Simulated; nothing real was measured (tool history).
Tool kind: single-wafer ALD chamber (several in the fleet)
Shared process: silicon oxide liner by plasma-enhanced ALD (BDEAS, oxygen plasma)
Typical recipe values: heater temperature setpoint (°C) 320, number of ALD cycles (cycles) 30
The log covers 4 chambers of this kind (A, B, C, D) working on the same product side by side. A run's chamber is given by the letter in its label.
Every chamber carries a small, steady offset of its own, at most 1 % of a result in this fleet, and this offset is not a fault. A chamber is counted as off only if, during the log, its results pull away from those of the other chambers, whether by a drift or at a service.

run	hour	heater temperature setpoint (°C)	number of ALD cycles (cycles)	hours since the last thermocouple change	read-back reference wafer on the same gauge, thickness_nm	mean film thickness on the monitor wafer (angstrom)
1D	4.8	320	30	2067.2	2.5305	27.441
2A	8.0	320	30	1207.1	2.5306	27.301
3C	11.5	320	30	896.1	2.5316	26.944
4B	15.7	320	30	301.0	2.5320	26.979
5C	20.1	320	30	904.7	2.5318	26.926
6D	25.6	320	30	2088.0	2.5324	27.467
7A	30.7	320	30	1229.8	2.5335	27.329
8B	33.8	320	30	319.1	2.5338	27.031
9A	40.1	320	30	1239.2	2.5336	27.261
10C	45.1	320	30	929.7	2.5347	26.966
# hour 47.9: chamber D: thermocouple changed; heater temperature recalibrated
11B	48.6	320	30	333.9	2.5350	27.026
12D	53.2	306	30	5.3	2.5355	27.981
13A	59.1	306	30	1258.2	2.5363	27.871
14D	65.0	306	30	17.1	2.5367	28.070
15C	70.1	306	30	954.7	2.5368	27.591
16B	76.2	320	30	361.5	2.5382	27.081
17D	82.3	320	30	34.4	2.5379	27.463
18C	85.9	320	30	970.5	2.5384	27.102
19A	91.5	320	30	1290.6	2.5390	27.374
20B	95.0	320	30	380.3	2.5385	27.124
21C	100.9	320	30	985.5	2.5399	27.043
22A	104.7	320	30	1303.8	2.5395	27.407
23B	108.4	320	30	393.7	2.5411	27.095
24D	114.5	320	30	66.6	2.5407	27.568

What goes on in this fleet: one chamber off, a drifting gauge, or nothing beyond the chambers' own small offsets? Name the chamber and the cause, if any.

None of the chambers is off. What moves is the gauge, dragging all their readings along together.
Likeliest cause: gauge reads high (%) = 0.459.
